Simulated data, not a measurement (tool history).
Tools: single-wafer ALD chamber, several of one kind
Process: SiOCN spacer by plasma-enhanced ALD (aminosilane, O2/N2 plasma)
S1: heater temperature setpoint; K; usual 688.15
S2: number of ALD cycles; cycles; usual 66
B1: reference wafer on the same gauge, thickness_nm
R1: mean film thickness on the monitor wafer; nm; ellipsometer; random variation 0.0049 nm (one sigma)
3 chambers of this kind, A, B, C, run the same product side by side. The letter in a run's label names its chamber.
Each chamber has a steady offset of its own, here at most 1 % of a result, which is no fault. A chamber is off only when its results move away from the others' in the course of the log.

{"run": "1B", "hour": 6.7, "S1": 688.15, "S2": 66, "B1": 4.3489, "R1": 3.7866}
{"run": "2C", "hour": 18.0, "S1": 688.15, "S2": 66, "B1": 4.3481, "R1": 3.7736}
{"run": "3A", "hour": 28.6, "S1": 688.15, "S2": 66, "B1": 4.3482, "R1": 3.7879}
{"run": "4C", "hour": 38.8, "S1": 688.15, "S2": 66, "B1": 4.3475, "R1": 3.7683}
{"run": "5A", "hour": 52.3, "S1": 688.15, "S2": 66, "B1": 4.3465, "R1": 3.7834}
{"run": "6B", "hour": 62.8, "S1": 688.15, "S2": 66, "B1": 4.3454, "R1": 3.7881}
{"run": "7C", "hour": 69.2, "S1": 688.15, "S2": 66, "B1": 4.3449, "R1": 3.7713}
{"run": "8A", "hour": 79.7, "S1": 688.15, "S2": 66, "B1": 4.343, "R1": 3.7801}
{"run": "9B", "hour": 87.8, "S1": 688.15, "S2": 66, "B1": 4.3447, "R1": 3.7858}
{"run": "10B", "hour": 100.0, "S1": 688.15, "S2": 66, "B1": 4.341, "R1": 3.7859}
{"run": "11C", "hour": 110.2, "S1": 688.15, "S2": 74, "B1": 4.3401, "R1": 4.2268}
{"run": "12A", "hour": 118.0, "S1": 688.15, "S2": 74, "B1": 4.3415, "R1": 4.2365}
{"run": "13B", "hour": 132.0, "S1": 688.15, "S2": 74, "B1": 4.3395, "R1": 4.2446}
{"run": "14C", "hour": 143.1, "S1": 688.15, "S2": 66, "B1": 4.3383, "R1": 3.7608}
{"run": "15A", "hour": 155.8, "S1": 688.15, "S2": 66, "B1": 4.3393, "R1": 3.7742}
{"run": "16B", "hour": 162.8, "S1": 688.15, "S2": 66, "B1": 4.3364, "R1": 3.7809}
{"run": "17A", "hour": 170.1, "S1": 688.15, "S2": 66, "B1": 4.3374, "R1": 3.7797}
{"run": "18C", "hour": 181.6, "S1": 688.15, "S2": 66, "B1": 4.3357, "R1": 3.763}
{"run": "19B", "hour": 190.0, "S1": 675.15, "S2": 66, "B1": 4.3365, "R1": 3.9346}
{"run": "20A", "hour": 202.8, "S1": 675.15, "S2": 66, "B1": 4.3347, "R1": 3.9293}
{"run": "21C", "hour": 209.8, "S1": 675.15, "S2": 66, "B1": 4.3347, "R1": 3.9128}
{"run": "22A", "hour": 223.4, "S1": 688.15, "S2": 66, "B1": 4.3327, "R1": 3.7643}
{"run": "23C", "hour": 236.0, "S1": 688.15, "S2": 66, "B1": 4.3319, "R1": 3.7581}
{"run": "24B", "hour": 242.5, "S1": 682.15, "S2": 61, "B1": 4.3317, "R1": 3.5591}
{"run": "25A", "hour": 252.5, "S1": 682.15, "S2": 61, "B1": 4.3304, "R1": 3.5484}
{"run": "26B", "hour": 265.4, "S1": 682.15, "S2": 61, "B1": 4.3294, "R1": 3.5486}
{"run": "27C", "hour": 278.0, "S1": 688.15, "S2": 66, "B1": 4.3277, "R1": 3.7591}
{"run": "28B", "hour": 287.5, "S1": 688.15, "S2": 66, "B1": 4.3273, "R1": 3.7776}

What goes on in this fleet: one chamber off, a drifting gauge, or nothing beyond the chambers' own small offsets? Name the chamber and the cause, if any.

The gauge drifts, so all chambers seem to drift together. No chamber is off.
Cause: gauge reads low (%) = 0.536.
